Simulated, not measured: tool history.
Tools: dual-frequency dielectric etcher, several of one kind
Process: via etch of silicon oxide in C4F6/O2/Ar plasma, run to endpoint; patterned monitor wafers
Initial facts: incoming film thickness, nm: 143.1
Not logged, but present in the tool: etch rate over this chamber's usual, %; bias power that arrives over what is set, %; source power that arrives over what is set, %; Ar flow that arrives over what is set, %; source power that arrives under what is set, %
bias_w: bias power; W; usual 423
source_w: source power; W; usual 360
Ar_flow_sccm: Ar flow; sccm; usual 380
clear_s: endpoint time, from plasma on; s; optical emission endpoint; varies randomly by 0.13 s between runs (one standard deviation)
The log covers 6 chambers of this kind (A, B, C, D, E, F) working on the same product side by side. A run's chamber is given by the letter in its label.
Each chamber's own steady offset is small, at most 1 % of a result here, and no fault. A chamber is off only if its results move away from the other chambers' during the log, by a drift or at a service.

| run | hour | bias_w | source_w | Ar_flow_sccm | hours since the last wet clean | hours since the last bias power generator calibration | hours since the last source power generator calibration | hours since the last Ar flow controller change | clear_s |
|---|---|---|---|---|---|---|---|---|---|
| 1A | 7.6 | 423 | 360 | 380 | 650.5 | 1211.3 | 444.2 | 964.7 | 36 |
| 2F | 11 | 423 | 360 | 380 | 435.2 | 2070.5 | 258.3 | 1615.7 | 35.713 |
| 3C | 16.8 | 423 | 360 | 380 | 149.4 | 1720.9 | 2896.7 | 2292.2 | 35.731 |
| 4E | 22.6 | 423 | 360 | 380 | 280.4 | 3464.7 | 2321.4 | 1973.4 | 35.572 |
| 5D | 26.1 | 423 | 360 | 380 | 130.1 | 1387.5 | 2428.9 | 571.7 | 35.606 |
| 6B | 30.2 | 423 | 360 | 380 | 206.3 | 2548 | 597.5 | 2094.8 | 35.894 |
| 7E | 34.2 | 423 | 360 | 380 | 292 | 3476.3 | 2333 | 1985 | 35.551 |
|  | 37.8 | chamber F: wet clean of the chamber |
| 8C | 40.3 | 423 | 360 | 380 | 172.9 | 1744.4 | 2920.2 | 2315.7 | 35.745 |
| 9B | 43.6 | 423 | 360 | 380 | 219.7 | 2561.4 | 610.9 | 2108.2 | 35.693 |
| 10A | 50.1 | 423 | 440 | 380 | 693 | 1253.8 | 486.7 | 1007.2 | 33.155 |
| 11F | 55.1 | 423 | 440 | 380 | 17.4 | 2114.6 | 302.4 | 1659.8 | 33.269 |
| 12D | 61.6 | 423 | 440 | 380 | 165.6 | 1423 | 2464.4 | 607.2 | 33.134 |
|  | 67.9 | chamber A: wet clean of the chamber |
| 13B | 68.7 | 423 | 440 | 380 | 244.8 | 2586.5 | 636 | 2133.3 | 33.199 |
| 14D | 72.6 | 423 | 440 | 380 | 176.6 | 1434 | 2475.4 | 618.2 | 33.271 |
| 15E | 80 | 423 | 440 | 380 | 337.8 | 3522.1 | 2378.8 | 2030.8 | 32.938 |
| 16C | 83.8 | 423 | 360 | 380 | 216.4 | 1787.9 | 2963.7 | 2359.2 | 35.766 |
| 17A | 87.6 | 423 | 360 | 380 | 19.8 | 1291.3 | 524.2 | 1044.7 | 35.908 |
| 18F | 92.1 | 423 | 360 | 380 | 54.4 | 2151.6 | 339.4 | 1696.8 | 35.812 |
| 19C | 98.4 | 423 | 360 | 380 | 231 | 1802.5 | 2978.3 | 2373.8 | 35.763 |
| 20D | 105.9 | 423 | 360 | 380 | 209.9 | 1467.3 | 2508.7 | 651.5 | 35.772 |
| 21A | 113.4 | 341 | 310 | 380 | 45.6 | 1317.1 | 550 | 1070.5 | 40.935 |
| 22F | 117.5 | 341 | 310 | 380 | 79.8 | 2177 | 364.8 | 1722.2 | 40.8 |
| 23B | 124.8 | 341 | 310 | 380 | 300.9 | 2642.6 | 692.1 | 2189.4 | 40.901 |
| 24E | 129.1 | 341 | 310 | 380 | 386.9 | 3571.2 | 2427.9 | 2079.9 | 40.823 |
|  | 135.1 | chamber F: bias power generator calibrated |
| 25A | 135.1 | 341 | 310 | 380 | 67.3 | 1338.8 | 571.7 | 1092.2 | 40.742 |
| 26D | 139.1 | 341 | 310 | 380 | 243.1 | 1500.5 | 2541.9 | 684.7 | 40.682 |
| 27F | 142.7 | 423 | 360 | 380 | 105 | 7.7 | 390 | 1747.4 | 35.638 |
| 28B | 149 | 423 | 360 | 380 | 325.1 | 2666.8 | 716.3 | 2213.6 | 35.625 |
| 29E | 154.6 | 423 | 360 | 380 | 412.4 | 3596.7 | 2453.4 | 2105.4 | 35.424 |
|  | 156.8 | chamber E: wet clean of the chamber |
| 30C | 158.8 | 423 | 360 | 380 | 291.4 | 1862.9 | 3038.7 | 2434.2 | 35.735 |
| 31E | 163.8 | 423 | 360 | 380 | 7.1 | 3605.9 | 2462.6 | 2114.6 | 35.584 |
| 32B | 170.9 | 482 | 360 | 380 | 347 | 2688.7 | 738.2 | 2235.5 | 34.102 |
| 33A | 176.7 | 482 | 360 | 380 | 108.9 | 1380.4 | 613.3 | 1133.8 | 34.422 |
| 34D | 184.3 | 482 | 360 | 380 | 288.3 | 1545.7 | 2587.1 | 729.9 | 34.126 |
| 35C | 190.5 | 482 | 360 | 380 | 323.1 | 1894.6 | 3070.4 | 2465.9 | 34.121 |
| 36F | 197.4 | 482 | 360 | 380 | 159.7 | 62.4 | 444.7 | 1802.1 | 34.217 |
| 37C | 204.9 | 482 | 360 | 380 | 337.5 | 1909 | 3084.8 | 2480.3 | 34.092 |
| 38D | 208.7 | 503 | 360 | 428 | 312.7 | 1570.1 | 2611.5 | 754.3 | 34.115 |
| 39A | 216.2 | 503 | 360 | 428 | 148.4 | 1419.9 | 652.8 | 1173.3 | 34.287 |
| 40F | 219.8 | 503 | 360 | 428 | 182.1 | 84.8 | 467.1 | 1824.5 | 34.09 |
| 41B | 226.2 | 503 | 360 | 428 | 402.3 | 2744 | 793.5 | 2290.8 | 33.841 |

The same settings go to every chamber for the next run, one line per chamber below. Forecast the results for each:
| 42A | 231.7 | 423 | 360 | 466 |  |  |  |  | ? |
| 42B | 231.7 | 423 | 360 | 466 |  |  |  |  | ? |
| 42C | 231.7 | 423 | 360 | 466 |  |  |  |  | ? |
| 42D | 231.7 | 423 | 360 | 466 |  |  |  |  | ? |
| 42E | 231.7 | 423 | 360 | 466 |  |  |  |  | ? |
| 42F | 231.7 | 423 | 360 | 466 |  |  |  |  | ? |

| run | clear_s |
|---|---|
| 42A | 36.731 |
| 42B | 36.819 |
| 42C | 36.523 |
| 42D | 36.592 |
| 42E | 36.578 |
| 42F | 36.599 |
